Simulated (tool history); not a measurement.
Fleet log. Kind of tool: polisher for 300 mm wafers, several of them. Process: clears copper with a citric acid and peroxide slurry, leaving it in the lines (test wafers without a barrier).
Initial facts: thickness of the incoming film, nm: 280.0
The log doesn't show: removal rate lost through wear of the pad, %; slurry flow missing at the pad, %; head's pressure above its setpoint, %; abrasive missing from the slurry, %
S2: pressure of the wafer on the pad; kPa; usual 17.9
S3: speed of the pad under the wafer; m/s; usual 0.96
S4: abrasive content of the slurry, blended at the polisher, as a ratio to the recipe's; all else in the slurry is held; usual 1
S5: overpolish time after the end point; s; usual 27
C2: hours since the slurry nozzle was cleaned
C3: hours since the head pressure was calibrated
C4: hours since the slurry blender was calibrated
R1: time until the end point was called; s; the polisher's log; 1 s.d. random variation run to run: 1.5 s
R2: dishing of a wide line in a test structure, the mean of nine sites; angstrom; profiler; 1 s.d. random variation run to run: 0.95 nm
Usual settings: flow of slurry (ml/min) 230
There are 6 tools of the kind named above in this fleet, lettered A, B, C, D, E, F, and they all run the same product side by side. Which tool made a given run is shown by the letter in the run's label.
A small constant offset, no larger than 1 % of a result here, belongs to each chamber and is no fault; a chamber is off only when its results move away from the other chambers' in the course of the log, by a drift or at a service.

At hour 3.5: chamber D: worn pad replaced by a new one.
At hour 3.6: chamber B: slurry nozzle cleaned.
Run 1D, hour 9.2: usual settings; wafers polished on this pad 35; C2 87; C3 140.4; C4 322.7. Result: R1 123.54 s, R2 430.27 angstrom.
At hour 14: chamber E: worn pad replaced by a new one.
Run 2E, hour 18.6: usual settings; wafers polished on this pad 28; C2 136.2; C3 138; C4 105.7. Result: R1 126.26 s, R2 402.03 angstrom.
Run 3A, hour 26.2: usual settings; wafers polished on this pad 523; C2 308.6; C3 321.6; C4 296.1. Result: R1 126.85 s, R2 403.64 angstrom.
Run 4C, hour 34.2: usual settings; wafers polished on this pad 545; C2 127.8; C3 212.1; C4 48.8. Result: R1 125.3 s, R2 415.77 angstrom.
At hour 36.1: chamber E: slurry blender recalibrated.
At hour 37.3: chamber F: slurry blender recalibrated.
Run 5B, hour 41.8: usual settings but S4 0.85; wafers polished on this pad 384; C2 38.3; C3 351.1; C4 257.4. Result: R1 128.02 s, R2 400.82 angstrom.
At hour 47.2: chamber A: worn pad replaced by a new one.
Run 6F, hour 47.9: usual settings but S4 0.85; wafers polished on this pad 628; C2 378.4; C3 577.5; C4 10.6. Result: R1 128.83 s, R2 385.15 angstrom.
At hour 53.3: chamber C: worn pad replaced by a new one.
Run 7D, hour 55: usual settings but S4 0.85; wafers polished on this pad 318; C2 132.8; C3 186.2; C4 368.5. Result: R1 126.89 s, R2 399.53 angstrom.
At hour 58.3: chamber A: slurry blender recalibrated.
Run 8F, hour 64.5: usual settings but S4 0.85; wafers polished on this pad 731; C2 395; C3 594.1; C4 27.2. Result: R1 130 s, R2 411.59 angstrom.
At hour 65.6: chamber F: worn pad replaced by a new one.
Run 9A, hour 69: usual settings but S4 0.85; wafers polished on this pad 134; C2 351.4; C3 364.4; C4 10.8. Result: R1 131.6 s, R2 404.8 angstrom.
At hour 72.9: chamber B: worn pad replaced by a new one.
Run 10B, hour 73.7: usual settings but S4 0.85; wafers polished on this pad 5; C2 70.2; C3 383; C4 289.3. Result: R1 127.41 s, R2 392.15 angstrom.
Run 11C, hour 78.5: usual settings; wafers polished on this pad 155; C2 172.1; C3 256.4; C4 93.1. Result: R1 124.47 s, R2 407.03 angstrom.
Run 12E, hour 85.9: usual settings; wafers polished on this pad 444; C2 203.5; C3 205.3; C4 49.9. Result: R1 125.18 s, R2 391.09 angstrom.
Run 13B, hour 91.2: usual settings; wafers polished on this pad 113; C2 87.7; C3 400.5; C4 306.8. Result: R1 125.99 s, R2 424.25 angstrom.
Run 14A, hour 99.8: usual settings; wafers polished on this pad 325; C2 382.2; C3 395.2; C4 41.6. Result: R1 125.43 s, R2 409.69 angstrom.
At hour 105.2: chamber D: slurry blender recalibrated.
Run 15C, hour 107.4: usual settings; wafers polished on this pad 334; C2 201; C3 285.3; C4 122. Result: R1 124.77 s, R2 433.97 angstrom.
Run 16E, hour 116.3: usual settings but flow of slurry (ml/min) 165; wafers polished on this pad 632; C2 233.9; C3 235.7; C4 80.3. Result: R1 132.79 s, R2 380.63 angstrom.
At hour 122.8: chamber F: slurry nozzle cleaned.
Run 17D, hour 125.5: usual settings but flow of slurry (ml/min) 165; wafers polished on this pad 754; C2 203.3; C3 256.7; C4 20.3. Result: R1 133.12 s, R2 406.73 angstrom.
Run 18F, hour 132.8: usual settings but flow of slurry (ml/min) 165; wafers polished on this pad 415; C2 10; C3 662.4; C4 95.5. Result: R1 128.9 s, R2 392.41 angstrom.
Run 19B, hour 139.4: usual settings but flow of slurry (ml/min) 165; wafers polished on this pad 411; C2 135.9; C3 448.7; C4 355. Result: R1 130.35 s, R2 376.14 angstrom.
Run 20D, hour 144.1: usual settings but flow of slurry (ml/min) 165; wafers polished on this pad 869; C2 221.9; C3 275.3; C4 38.9. Result: R1 131.11 s, R2 400.75 angstrom.
At hour 149.7: chamber C: worn pad replaced by a new one.
At hour 149.9: chamber A: worn pad replaced by a new one.
Run 21C, hour 150.6: usual settings but flow of slurry (ml/min) 165; wafers polished on this pad 6; C2 244.2; C3 328.5; C4 165.2. Result: R1 131.3 s, R2 396.75 angstrom.
At hour 151: chamber B: head pressure recalibrated.
Run 22E, hour 156: usual settings; wafers polished on this pad 877; C2 273.6; C3 275.4; C4 120. Result: R1 124.63 s, R2 424.22 angstrom.
At hour 162.2: chamber E: slurry blender recalibrated.
At hour 163: chamber D: worn pad replaced by a new one.
Run 23A, hour 165.6: usual settings; wafers polished on this pad 97; C2 448; C3 461; C4 107.4. Result: R1 124.99 s, R2 408.43 angstrom.
Run 24F, hour 170.6: usual settings; wafers polished on this pad 649; C2 47.8; C3 700.2; C4 133.3. Result: R1 124.16 s, R2 394.31 angstrom.
At hour 177: chamber B: worn pad replaced by a new one.
At hour 177.1: chamber C: head pressure recalibrated.
Run 25E, hour 179.1: usual settings; wafers polished on this pad 1020; C2 296.7; C3 298.5; C4 17. Result: R1 122.58 s, R2 406.61 angstrom.
At hour 187.2: chamber F: worn pad replaced by a new one.
Run 26D, hour 188.5: usual settings; wafers polished on this pad 157; C2 266.3; C3 319.7; C4 83.3. Result: R1 125.24 s, R2 430.74 angstrom.
At hour 190.8: chamber B: slurry blender recalibrated.
Run 27A, hour 196.4: usual settings; wafers polished on this pad 287; C2 478.8; C3 491.8; C4 138.2. Result: R1 128.13 s, R2 411.88 angstrom.
At hour 200.3: chamber A: head pressure recalibrated.
Run 28C, hour 206.3: usual settings; wafers polished on this pad 350; C2 299.9; C3 29.3; C4 220.9. Result: R1 124.45 s, R2 421.97 angstrom.
At hour 211.5: chamber E: worn pad replaced by a new one.
Run 29F, hour 212.1: usual settings; wafers polished on this pad 154; C2 89.3; C3 741.7; C4 174.8. Result: R1 125.95 s, R2 400.44 angstrom.
Run 30B, hour 217.8: usual settings; wafers polished on this pad 252; C2 214.3; C3 66.8; C4 27. Result: R1 122.07 s, R2 422.55 angstrom.
Run 31F, hour 225.5: usual settings; wafers polished on this pad 236; C2 102.7; C3 755.1; C4 188.2. Result: R1 125.17 s, R2 428.88 angstrom.
At hour 225.9: chamber C: slurry blender recalibrated.
Run 32D, hour 230.8: usual settings; wafers polished on this pad 419; C2 308.6; C3 362; C4 125.6. Result: R1 125.41 s, R2 417.08 angstrom.
Run 33C, hour 235.7: usual settings; wafers polished on this pad 531; C2 329.3; C3 58.7; C4 9.8. Result: R1 124.33 s, R2 404.84 angstrom.
At hour 238.8: chamber C: worn pad replaced by a new one.
At hour 241.3: chamber A: worn pad replaced by a new one.
Run 34B, hour 244.6: usual settings but S4 0.8, S5 15 s; wafers polished on this pad 418; C2 241.1; C3 93.6; C4 53.8. Result: R1 131.38 s, R2 239.9 angstrom.
At hour 248.8: chamber D: slurry nozzle cleaned.
At hour 249.2: chamber C: slurry nozzle cleaned.
Run 35A, hour 249.8: usual settings but S4 0.8, S5 15 s; wafers polished on this pad 52; C2 532.2; C3 49.5; C4 191.6. Result: R1 128.01 s, R2 242.13 angstrom.
Run 36E, hour 257.3: usual settings but S4 0.8, S5 15 s; wafers polished on this pad 283; C2 374.9; C3 376.7; C4 95.2. Result: R1 131.74 s, R2 239.77 angstrom.
Run 37A, hour 266.6: usual settings but S4 0.8, S5 15 s; wafers polished on this pad 156; C2 549; C3 66.3; C4 208.4. Result: R1 130.47 s, R2 235.78 angstrom.
Run 38F, hour 273: usual settings but S4 0.8, S5 15 s; wafers polished on this pad 530; C2 150.2; C3 802.6; C4 235.7. Result: R1 130.56 s, R2 243.52 angstrom.
Run 39B, hour 279.1: usual settings but S4 0.8, S5 15 s; wafers polished on this pad 631; C2 275.6; C3 128.1; C4 88.3. Result: R1 131.71 s, R2 245.24 angstrom.
Run 40D, hour 286.6: usual settings; wafers polished on this pad 764; C2 37.8; C3 417.8; C4 181.4. Result: R1 123.58 s, R2 431.33 angstrom.
Run 41C, hour 291.6: usual settings but S2 15.2 kPa, S3 0.7 m/s; wafers polished on this pad 326; C2 42.4; C3 114.6; C4 65.7. Result: R1 205.54 s, R2 274.57 angstrom.

The same settings go to every chamber for the next run, one line per chamber below. Forecast the results for each:
Run 42A, hour 298.8: usual settings. Result: R1 ?, R2 ?.
Run 42B, hour 298.8: usual settings. Result: R1 ?, R2 ?.
Run 42C, hour 298.8: usual settings. Result: R1 ?, R2 ?.
Run 42D, hour 298.8: usual settings. Result: R1 ?, R2 ?.
Run 42E, hour 298.8: usual settings. Result: R1 ?, R2 ?.
Run 42F, hour 298.8: usual settings. Result: R1 ?, R2 ?.

run      R1      R2
42A  126.36  434.49
42B  125.23  413.88
42C  125.22  418.21
42D  124.23  419.45
42E  122.06   404.8
42F  126.44  406.54
